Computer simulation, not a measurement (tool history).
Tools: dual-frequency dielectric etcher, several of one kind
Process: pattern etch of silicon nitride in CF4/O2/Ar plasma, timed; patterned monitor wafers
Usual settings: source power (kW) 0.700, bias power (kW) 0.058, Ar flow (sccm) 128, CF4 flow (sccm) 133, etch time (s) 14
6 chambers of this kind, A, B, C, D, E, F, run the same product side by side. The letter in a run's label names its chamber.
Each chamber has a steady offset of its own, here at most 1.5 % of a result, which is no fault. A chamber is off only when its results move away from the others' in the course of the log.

run	hour	source power (kW)	bias power (kW)	Ar flow (sccm)	CF4 flow (sccm)	etch time (s)	hours since the last wet clean	hours since the last source power generator calibration	hours since the last bias power generator calibration	hours since the last Ar flow controller change	hours since the last CF4 flow controller change	read-back reference wafer on the same gauge, depth_nm	mean etch depth across the wafer (Å)
1D	6.6	0.700	0.058	128	133	14	313.5	1245.6	782.9	5875.6	945.2	42.398	375.39
# hour 6.9: chamber E: wet clean of the chamber
2B	12.5	0.700	0.058	128	133	14	241.5	1498.5	1146.4	2422.3	2690.0	42.396	379.28
3C	16.6	0.700	0.058	128	133	14	195.4	3192.7	2712.0	5244.0	2537.9	42.381	373.58
4A	20.6	0.700	0.058	128	133	14	108.2	3135.5	370.3	2223.9	871.6	42.387	383.37
5E	26.4	0.700	0.058	128	133	14	19.6	385.5	1903.5	1199.8	1693.2	42.380	380.23
6F	32.3	0.700	0.058	128	133	14	145.7	1206.1	1310.4	1233.8	1563.4	42.386	376.74
7E	38.8	0.700	0.058	128	133	14	32.0	397.9	1915.9	1212.2	1705.6	42.366	379.98
8A	42.6	0.700	0.058	128	133	14	130.2	3157.5	392.3	2245.9	893.6	42.378	383.05
9F	46.7	0.700	0.064	150	133	14	160.1	1220.5	1324.8	1248.2	1577.8	42.375	383.60
10B	50.4	0.700	0.064	150	133	14	279.4	1536.4	1184.3	2460.2	2727.9	42.363	386.32
11D	58.3	0.700	0.064	150	133	14	365.2	1297.3	834.6	5927.3	996.9	42.358	381.28
12C	65.9	0.700	0.064	150	133	14	244.7	3242.0	2761.3	5293.3	2587.2	42.353	380.09
13A	72.5	0.700	0.064	150	133	14	160.1	3187.4	422.2	2275.8	923.5	42.340	389.76
14F	80.5	0.700	0.064	150	133	14	193.9	1254.3	1358.6	1282.0	1611.6	42.341	383.13
15B	87.3	0.700	0.058	128	133	14	316.3	1573.3	1221.2	2497.1	2764.8	42.337	379.03
16D	91.4	0.700	0.058	128	133	14	398.3	1330.4	867.7	5960.4	1030.0	42.331	374.38
17C	99.4	0.700	0.058	128	133	14	278.2	3275.5	2794.8	5326.8	2620.7	42.337	372.55
18E	103.0	0.700	0.058	128	133	14	96.2	462.1	1980.1	1276.4	1769.8	42.333	379.44
19B	106.8	0.700	0.058	128	133	14	335.8	1592.8	1240.7	2516.6	2784.3	42.327	378.86
20D	111.6	0.700	0.058	128	133	14	418.5	1350.6	887.9	5980.6	1050.2	42.325	374.22
# hour 113.2: chamber D: Ar flow controller replaced
21E	117.9	0.700	0.058	138	107	14	111.1	477.0	1995.0	1291.3	1784.7	42.324	365.70
22F	125.5	0.700	0.058	138	107	14	238.9	1299.3	1403.6	1327.0	1656.6	42.304	363.24
23A	130.1	0.700	0.058	138	107	14	217.7	3245.0	479.8	2333.4	981.1	42.309	368.47
24C	136.8	0.700	0.058	138	107	14	315.6	3312.9	2832.2	5364.2	2658.1	42.308	359.20
25C	144.1	0.700	0.058	138	107	14	322.9	3320.2	2839.5	5371.5	2665.4	42.298	358.36
26D	147.7	0.700	0.058	138	107	14	454.6	1386.7	924.0	34.6	1086.3	42.295	360.94
27F	152.6	0.700	0.058	128	133	14	266.0	1326.4	1430.7	1354.1	1683.7	42.284	376.60
28E	159.6	0.700	0.058	128	133	14	152.8	518.7	2036.7	1333.0	1826.4	42.289	379.14
29B	166.3	0.700	0.058	128	133	14	395.3	1652.3	1300.2	2576.1	2843.8	42.281	378.26
30A	170.2	0.620	0.058	128	133	12	257.8	3285.1	519.9	2373.5	1021.2	42.282	294.70
31F	177.3	0.620	0.058	128	133	12	290.7	1351.1	1455.4	1378.8	1708.4	42.261	290.14
32C	181.3	0.620	0.058	128	133	12	360.1	3357.4	2876.7	5408.7	2702.6	42.272	286.78
33B	185.6	0.620	0.058	128	133	12	414.6	1671.6	1319.5	2595.4	2863.1	42.269	291.56
34E	193.3	0.620	0.058	128	133	12	186.5	552.4	2070.4	1366.7	1860.1	42.262	292.18
35A	198.6	0.620	0.058	128	133	12	286.2	3313.5	548.3	2401.9	1049.6	42.266	294.05
36D	205.1	0.700	0.058	128	133	14	512.0	1444.1	981.4	92.0	1143.7	42.254	373.78
# hour 208.6: chamber B: CF4 flow controller replaced
37A	210.6	0.700	0.058	128	133	14	298.2	3325.5	560.3	2413.9	1061.6	42.241	381.60
38B	217.0	0.700	0.058	128	133	14	446.0	1703.0	1350.9	2626.8	8.5	42.246	378.27
39D	225.2	0.700	0.058	128	133	14	532.1	1464.2	1001.5	112.1	1163.8	42.248	372.99
# hour 230.9: chamber C: wet clean of the chamber
40C	232.5	0.700	0.058	128	133	14	1.6	3408.6	2927.9	5459.9	2753.8	42.235	372.03
41F	240.1	0.700	0.058	128	133	14	353.5	1413.9	1518.2	1441.6	1771.2	42.229	375.89

All 6 chambers run these settings next. Forecast each chamber's results:
42A	246.0	0.700	0.058	128	133	14							?
42B	246.0	0.700	0.058	128	133	14							?
42C	246.0	0.700	0.058	128	133	14							?
42D	246.0	0.700	0.058	128	133	14							?
42E	246.0	0.700	0.058	128	133	14							?
42F	246.0	0.700	0.058	128	133	14							?

run	mean etch depth across the wafer (Å)
42A	381.35
42B	377.94
42C	371.85
42D	373.06
42E	378.16
42F	375.20
